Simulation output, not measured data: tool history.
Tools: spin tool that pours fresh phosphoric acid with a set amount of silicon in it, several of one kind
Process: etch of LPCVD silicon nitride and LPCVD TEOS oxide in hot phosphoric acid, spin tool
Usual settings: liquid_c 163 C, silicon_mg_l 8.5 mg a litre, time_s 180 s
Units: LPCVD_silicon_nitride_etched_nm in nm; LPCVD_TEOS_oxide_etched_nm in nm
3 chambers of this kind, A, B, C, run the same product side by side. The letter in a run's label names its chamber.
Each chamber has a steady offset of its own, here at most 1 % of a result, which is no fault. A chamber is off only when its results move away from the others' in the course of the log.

run	hour	liquid_c	silicon_mg_l	time_s	read-back film thickness of the LPCVD silicon nitride reference wafer, read on the same gauge (nm)	read-back film thickness of the LPCVD TEOS oxide reference wafer, read on the same gauge (nm)	LPCVD_silicon_nitride_etched_nm	LPCVD_TEOS_oxide_etched_nm
1C	7.2	163	8.5	180	59.955	80.012	18.1650	0.55714
# hour 10.2: chamber C: dissolved silicon flow meter replaced
2B	14.1	163	8.5	180	60.038	79.994	17.8540	0.54427
3A	20.5	163	8.5	180	59.995	80.021	18.0000	0.58642
4A	27.5	163	8.5	180	60.016	79.991	17.8620	0.56880
5C	31.7	163	8.5	180	60.008	79.997	18.1130	0.55918
6B	37.4	163	8.5	180	60.010	80.000	17.8030	0.54718
7C	44.7	163	8.5	180	60.002	80.012	18.3660	0.56924
8A	52.4	163	8.5	180	60.008	79.990	18.2880	0.54507
9B	55.9	163	8.5	180	59.971	80.002	17.7920	0.52293
10C	61.4	163	12.0	225	59.979	80.006	22.3630	0.62970
11A	67.8	163	12.0	225	59.996	79.990	22.4770	0.60804
12B	73.6	163	12.0	225	60.010	79.978	21.8420	0.62133
13C	77.4	163	8.5	180	60.031	80.007	18.2570	0.54367
14A	82.8	163	8.5	180	60.004	80.000	17.6320	0.53941
15B	87.6	163	8.5	180	60.019	80.028	17.8350	0.52209
16B	91.4	163	8.5	180	60.015	80.005	18.2000	0.51717
17C	96.2	163	8.5	180	60.001	80.003	17.8060	0.53044
18A	100.1	163	8.5	180	60.005	79.997	17.7620	0.53869
19B	103.6	163	8.5	180	60.020	79.974	17.6950	0.55940
20C	111.3	163	8.5	180	60.021	80.001	18.1830	0.57087
21A	117.9	163	8.5	180	59.989	80.003	17.5830	0.50445
22B	121.3	163	2.0	180	59.980	80.011	17.6020	0.60180
23C	127.6	163	2.0	180	60.002	80.003	18.0290	0.59358
# hour 129.8: chamber B: thermometer replaced
24A	131.0	163	2.0	180	60.001	80.013	17.5840	0.61219
25B	136.1	163	8.5	180	60.030	79.986	17.7180	0.54676
26A	143.5	163	8.5	180	59.991	80.005	17.2890	0.49062
27C	147.2	163	14.0	130	59.981	79.992	12.7300	0.33964
28C	153.9	163	14.0	130	59.983	80.006	12.8570	0.36948
29A	160.8	163	14.0	130	59.992	79.993	12.1870	0.28002
30B	166.4	163	8.5	180	59.989	80.008	17.6990	0.57025
31C	172.3	163	8.5	180	59.970	80.009	18.0700	0.55009
32B	176.7	163	8.5	180	59.995	79.995	18.1070	0.55179

Next, every chamber runs the same settings. What will each give?
33A	182.3	163	8.5	100			?	?
33B	182.3	163	8.5	100			?	?
33C	182.3	163	8.5	100			?	?

run	LPCVD_silicon_nitride_etched_nm	LPCVD_TEOS_oxide_etched_nm
33A	9.1110	0.25140
33B	9.9561	0.30473
33C	10.0020	0.30980

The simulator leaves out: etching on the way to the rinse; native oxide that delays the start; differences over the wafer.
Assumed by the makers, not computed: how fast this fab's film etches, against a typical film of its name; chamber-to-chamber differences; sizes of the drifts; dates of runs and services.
